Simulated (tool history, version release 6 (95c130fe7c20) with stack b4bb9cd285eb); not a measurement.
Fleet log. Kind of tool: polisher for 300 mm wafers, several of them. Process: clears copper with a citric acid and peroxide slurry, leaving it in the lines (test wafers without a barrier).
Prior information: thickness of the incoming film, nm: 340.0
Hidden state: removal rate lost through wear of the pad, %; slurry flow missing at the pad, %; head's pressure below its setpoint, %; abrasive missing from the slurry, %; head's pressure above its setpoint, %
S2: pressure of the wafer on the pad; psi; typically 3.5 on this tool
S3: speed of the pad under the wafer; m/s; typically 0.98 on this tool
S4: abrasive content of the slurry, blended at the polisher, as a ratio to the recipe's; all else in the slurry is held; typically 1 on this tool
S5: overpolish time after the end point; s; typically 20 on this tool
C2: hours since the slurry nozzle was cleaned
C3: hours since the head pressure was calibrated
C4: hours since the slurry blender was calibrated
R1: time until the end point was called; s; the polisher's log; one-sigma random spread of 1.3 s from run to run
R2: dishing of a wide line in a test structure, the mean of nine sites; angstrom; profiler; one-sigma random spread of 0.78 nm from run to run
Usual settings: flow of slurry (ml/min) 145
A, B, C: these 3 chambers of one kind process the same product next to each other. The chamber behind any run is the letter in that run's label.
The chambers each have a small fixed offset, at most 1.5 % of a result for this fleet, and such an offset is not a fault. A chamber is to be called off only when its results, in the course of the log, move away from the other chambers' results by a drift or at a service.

run 1A day=0.212 | flow_of_slurry_(ml/min)=145 S2=3.5 S3=0.98 S4=1 S5=20 | wafers_polished_on_this_pad=923 C2=339.3 C3=918.8 C4=231.6 | R1=134.68 R2=355.91
run 2C day=0.325 | flow_of_slurry_(ml/min)=145 S2=3.5 S3=0.98 S4=1 S5=20 | wafers_polished_on_this_pad=368 C2=147.0 C3=285.8 C4=46.1 | R1=133.19 R2=353.79
run 3B day=0.475 | flow_of_slurry_(ml/min)=145 S2=3.5 S3=0.98 S4=1 S5=20 | wafers_polished_on_this_pad=743 C2=168.4 C3=574.3 C4=81.8 | R1=133.56 R2=371.09
run 4C day=0.600 | flow_of_slurry_(ml/min)=145 S2=3.5 S3=0.98 S4=1 S5=20 | wafers_polished_on_this_pad=433 C2=153.6 C3=292.4 C4=52.7 | R1=131.66 R2=366.10
run 5B day=0.808 | flow_of_slurry_(ml/min)=145 S2=3.5 S3=0.98 S4=1 S5=20 | wafers_polished_on_this_pad=822 C2=176.4 C3=582.3 C4=89.8 | R1=132.06 R2=363.75
-- day=0.846 chamber A: worn pad replaced by a new one
run 6A day=0.917 | flow_of_slurry_(ml/min)=145 S2=3.5 S3=0.98 S4=1 S5=20 | wafers_polished_on_this_pad=16 C2=356.2 C3=935.7 C4=248.5 | R1=135.87 R2=374.26
run 7B day=1.075 | flow_of_slurry_(ml/min)=145 S2=3.5 S3=0.98 S4=1 S5=20 | wafers_polished_on_this_pad=886 C2=182.8 C3=588.7 C4=96.2 | R1=135.01 R2=362.45
run 8C day=1.208 | flow_of_slurry_(ml/min)=145 S2=3.5 S3=0.98 S4=1 S5=20 | wafers_polished_on_this_pad=578 C2=168.2 C3=307.0 C4=67.3 | R1=133.24 R2=348.63
run 9A day=1.354 | flow_of_slurry_(ml/min)=145 S2=3.5 S3=0.98 S4=1 S5=20 | wafers_polished_on_this_pad=120 C2=366.7 C3=946.2 C4=259.0 | R1=132.27 R2=354.63
run 10B day=1.462 | flow_of_slurry_(ml/min)=145 S2=3.5 S3=0.98 S4=1 S5=20 | wafers_polished_on_this_pad=978 C2=192.1 C3=598.0 C4=105.5 | R1=134.46 R2=367.19
-- day=1.567 chamber B: worn pad replaced by a new one
run 11A day=1.567 | flow_of_slurry_(ml/min)=145 S2=3.5 S3=0.98 S4=1 S5=20 | wafers_polished_on_this_pad=171 C2=371.8 C3=951.3 C4=264.1 | R1=135.67 R2=360.27
run 12C day=1.796 | flow_of_slurry_(ml/min)=145 S2=3.5 S3=0.98 S4=1 S5=20 | wafers_polished_on_this_pad=717 C2=182.3 C3=321.1 C4=81.4 | R1=133.58 R2=360.10
run 13C day=1.921 | flow_of_slurry_(ml/min)=145 S2=3.5 S3=0.98 S4=1 S5=20 | wafers_polished_on_this_pad=747 C2=185.3 C3=324.1 C4=84.4 | R1=135.68 R2=362.74
run 14B day=2.062 | flow_of_slurry_(ml/min)=145 S2=4.3 S3=0.98 S4=1 S5=11 | wafers_polished_on_this_pad=118 C2=206.5 C3=612.4 C4=119.9 | R1=110.07 R2=250.67
run 15A day=2.292 | flow_of_slurry_(ml/min)=145 S2=4.3 S3=0.98 S4=1 S5=11 | wafers_polished_on_this_pad=343 C2=389.2 C3=968.7 C4=281.5 | R1=109.42 R2=249.51
run 16B day=2.429 | flow_of_slurry_(ml/min)=145 S2=4.3 S3=0.98 S4=1 S5=11 | wafers_polished_on_this_pad=205 C2=215.3 C3=621.2 C4=128.7 | R1=108.34 R2=252.18
-- day=2.454 chamber B: slurry blender recalibrated
run 17C day=2.554 | flow_of_slurry_(ml/min)=145 S2=3.5 S3=0.98 S4=1 S5=20 | wafers_polished_on_this_pad=897 C2=200.5 C3=339.3 C4=99.6 | R1=132.09 R2=354.46
run 18A day=2.679 | flow_of_slurry_(ml/min)=145 S2=3.5 S3=0.98 S4=1 S5=20 | wafers_polished_on_this_pad=435 C2=398.5 C3=978.0 C4=290.8 | R1=132.80 R2=371.39
-- day=2.775 chamber A: head pressure recalibrated
-- day=2.854 chamber A: slurry blender recalibrated
run 19B day=2.883 | flow_of_slurry_(ml/min)=145 S2=3.5 S3=0.98 S4=1 S5=20 | wafers_polished_on_this_pad=313 C2=226.2 C3=632.1 C4=10.4 | R1=133.73 R2=360.12
run 20A day=3.092 | flow_of_slurry_(ml/min)=145 S2=3.5 S3=0.98 S4=1 S5=20 | wafers_polished_on_this_pad=533 C2=408.4 C3=7.7 C4=5.7 | R1=149.85 R2=321.24
run 21C day=3.325 | flow_of_slurry_(ml/min)=145 S2=3.5 S3=0.98 S4=1 S5=20 | wafers_polished_on_this_pad=1080 C2=219.0 C3=357.8 C4=118.1 | R1=132.38 R2=359.04
run 22A day=3.471 | flow_of_slurry_(ml/min)=145 S2=3.5 S3=0.98 S4=1 S5=20 | wafers_polished_on_this_pad=623 C2=417.5 C3=16.8 C4=14.8 | R1=150.78 R2=316.29
run 23B day=3.596 | flow_of_slurry_(ml/min)=145 S2=3.5 S3=0.98 S4=1 S5=20 | wafers_polished_on_this_pad=482 C2=243.3 C3=649.2 C4=27.5 | R1=136.09 R2=356.93
-- day=3.667 chamber C: worn pad replaced by a new one
run 24C day=3.783 | flow_of_slurry_(ml/min)=145 S2=3.5 S3=0.98 S4=1 S5=20 | wafers_polished_on_this_pad=27 C2=230.0 C3=368.8 C4=129.1 | R1=134.64 R2=362.79
-- day=3.792 chamber A: slurry nozzle cleaned
-- day=3.921 chamber B: slurry nozzle cleaned
run 25B day=3.929 | flow_of_slurry_(ml/min)=145 S2=3.5 S3=0.98 S4=1 S5=20 | wafers_polished_on_this_pad=561 C2=0.3 C3=657.2 C4=35.5 | R1=130.32 R2=357.20
run 26A day=4.100 | flow_of_slurry_(ml/min)=145 S2=3.5 S3=0.98 S4=1 S5=20 | wafers_polished_on_this_pad=772 C2=7.4 C3=31.9 C4=29.9 | R1=149.47 R2=322.18
run 27C day=4.246 | flow_of_slurry_(ml/min)=145 S2=3.5 S3=0.98 S4=1 S5=20 | wafers_polished_on_this_pad=137 C2=241.1 C3=379.9 C4=140.2 | R1=133.11 R2=354.37
run 28C day=4.446 | flow_of_slurry_(ml/min)=145 S2=3.5 S3=0.98 S4=1 S5=20 | wafers_polished_on_this_pad=185 C2=245.9 C3=384.7 C4=145.0 | R1=133.15 R2=352.49
run 29A day=4.583 | flow_of_slurry_(ml/min)=145 S2=3.5 S3=0.98 S4=1 S5=20 | wafers_polished_on_this_pad=887 C2=19.0 C3=43.5 C4=41.5 | R1=151.41 R2=332.93

Next, every chamber runs the same settings. What will each give?
run 30A day=4.750 | flow_of_slurry_(ml/min)=145 S2=3.5 S3=0.98 S4=1 S5=20 | R1=? R2=?
run 30B day=4.750 | flow_of_slurry_(ml/min)=145 S2=3.5 S3=0.98 S4=1 S5=20 | R1=? R2=?
run 30C day=4.750 | flow_of_slurry_(ml/min)=145 S2=3.5 S3=0.98 S4=1 S5=20 | R1=? R2=?

run=30A R1=150.68 R2=328.94
run=30B R1=133.86 R2=355.50
run=30C R1=134.05 R2=378.99
